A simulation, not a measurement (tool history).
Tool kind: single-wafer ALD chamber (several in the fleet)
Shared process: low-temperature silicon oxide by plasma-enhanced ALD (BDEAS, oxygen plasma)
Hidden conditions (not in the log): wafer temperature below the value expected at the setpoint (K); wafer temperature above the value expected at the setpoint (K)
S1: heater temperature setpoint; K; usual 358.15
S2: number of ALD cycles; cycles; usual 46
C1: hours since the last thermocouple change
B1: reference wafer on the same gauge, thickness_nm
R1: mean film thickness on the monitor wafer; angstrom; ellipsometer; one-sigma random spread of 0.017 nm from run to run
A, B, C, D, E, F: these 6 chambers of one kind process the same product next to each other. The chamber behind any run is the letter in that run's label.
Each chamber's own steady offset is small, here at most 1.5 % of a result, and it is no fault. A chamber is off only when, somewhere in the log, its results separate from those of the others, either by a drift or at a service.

run 1F day=0.396 | S1=358.15 S2=46 | C1=477.0 | B1=7.6398 | R1=69.530
run 2A day=0.783 | S1=358.15 S2=46 | C1=1456.8 | B1=7.6395 | R1=68.725
run 3B day=1.167 | S1=358.15 S2=46 | C1=629.4 | B1=7.6457 | R1=69.288
run 4E day=1.421 | S1=358.15 S2=46 | C1=2333.4 | B1=7.6363 | R1=69.598
run 5D day=1.812 | S1=358.15 S2=46 | C1=533.2 | B1=7.6384 | R1=68.933
run 6C day=2.050 | S1=358.15 S2=46 | C1=279.2 | B1=7.6377 | R1=70.148
run 7F day=2.250 | S1=358.15 S2=46 | C1=521.5 | B1=7.6412 | R1=69.732
run 8A day=2.604 | S1=358.15 S2=46 | C1=1500.5 | B1=7.6397 | R1=68.606
run 9D day=3.017 | S1=358.15 S2=46 | C1=562.1 | B1=7.6373 | R1=68.890
run 10C day=3.321 | S1=358.15 S2=46 | C1=309.7 | B1=7.6431 | R1=70.251
run 11B day=3.512 | S1=358.15 S2=46 | C1=685.7 | B1=7.6354 | R1=69.615
run 12E day=3.812 | S1=358.15 S2=46 | C1=2390.8 | B1=7.6403 | R1=69.841
run 13B day=4.200 | S1=372.15 S2=46 | C1=702.2 | B1=7.6360 | R1=65.901
run 14D day=4.517 | S1=372.15 S2=46 | C1=598.1 | B1=7.6433 | R1=65.468
run 15A day=4.879 | S1=372.15 S2=46 | C1=1555.1 | B1=7.6342 | R1=65.017
run 16F day=5.204 | S1=372.15 S2=46 | C1=592.4 | B1=7.6367 | R1=66.387
run 17E day=5.467 | S1=372.15 S2=46 | C1=2430.5 | B1=7.6371 | R1=66.096
run 18C day=5.675 | S1=372.15 S2=46 | C1=366.2 | B1=7.6413 | R1=66.748
run 19C day=6.062 | S1=358.15 S2=46 | C1=375.5 | B1=7.6390 | R1=69.746
run 20D day=6.308 | S1=358.15 S2=46 | C1=641.1 | B1=7.6388 | R1=69.013
run 21B day=6.604 | S1=358.15 S2=46 | C1=759.9 | B1=7.6369 | R1=69.417
run 22A day=6.975 | S1=358.15 S2=46 | C1=1605.4 | B1=7.6372 | R1=68.586
run 23E day=7.225 | S1=358.15 S2=46 | C1=2472.7 | B1=7.6383 | R1=69.587
run 24F day=7.600 | S1=358.15 S2=46 | C1=649.9 | B1=7.6441 | R1=69.994
run 25F day=7.817 | S1=358.15 S2=46 | C1=655.1 | B1=7.6394 | R1=69.842
run 26C day=8.117 | S1=358.15 S2=46 | C1=424.8 | B1=7.6437 | R1=69.988
run 27E day=8.438 | S1=358.15 S2=46 | C1=2501.8 | B1=7.6358 | R1=69.387
run 28D day=8.679 | S1=358.15 S2=46 | C1=698.0 | B1=7.6427 | R1=68.960
run 29A day=8.871 | S1=369.15 S2=42 | C1=1650.9 | B1=7.6398 | R1=60.279
run 30B day=9.229 | S1=369.15 S2=42 | C1=822.9 | B1=7.6405 | R1=61.310
run 31E day=9.558 | S1=369.15 S2=42 | C1=2528.7 | B1=7.6377 | R1=60.758
run 32B day=9.779 | S1=369.15 S2=42 | C1=836.1 | B1=7.6423 | R1=61.051
run 33A day=10.175 | S1=369.15 S2=42 | C1=1682.2 | B1=7.6425 | R1=60.276
run 34D day=10.604 | S1=369.15 S2=42 | C1=744.2 | B1=7.6382 | R1=60.807
run 35C day=10.875 | S1=358.15 S2=40 | C1=491.0 | B1=7.6429 | R1=60.694
run 36F day=11.162 | S1=358.15 S2=40 | C1=735.4 | B1=7.6390 | R1=60.713
run 37F day=11.492 | S1=358.15 S2=40 | C1=743.3 | B1=7.6395 | R1=60.690
run 38A day=11.904 | S1=358.15 S2=40 | C1=1723.7 | B1=7.6425 | R1=59.752
run 39D day=12.200 | S1=358.15 S2=40 | C1=782.5 | B1=7.6364 | R1=60.280

What goes on in this fleet: one chamber off, a drifting gauge, or nothing beyond the chambers' own small offsets? Name the chamber and the cause, if any.

Neither any chamber nor the gauge drifts; the chambers differ only by their own small, steady offsets.
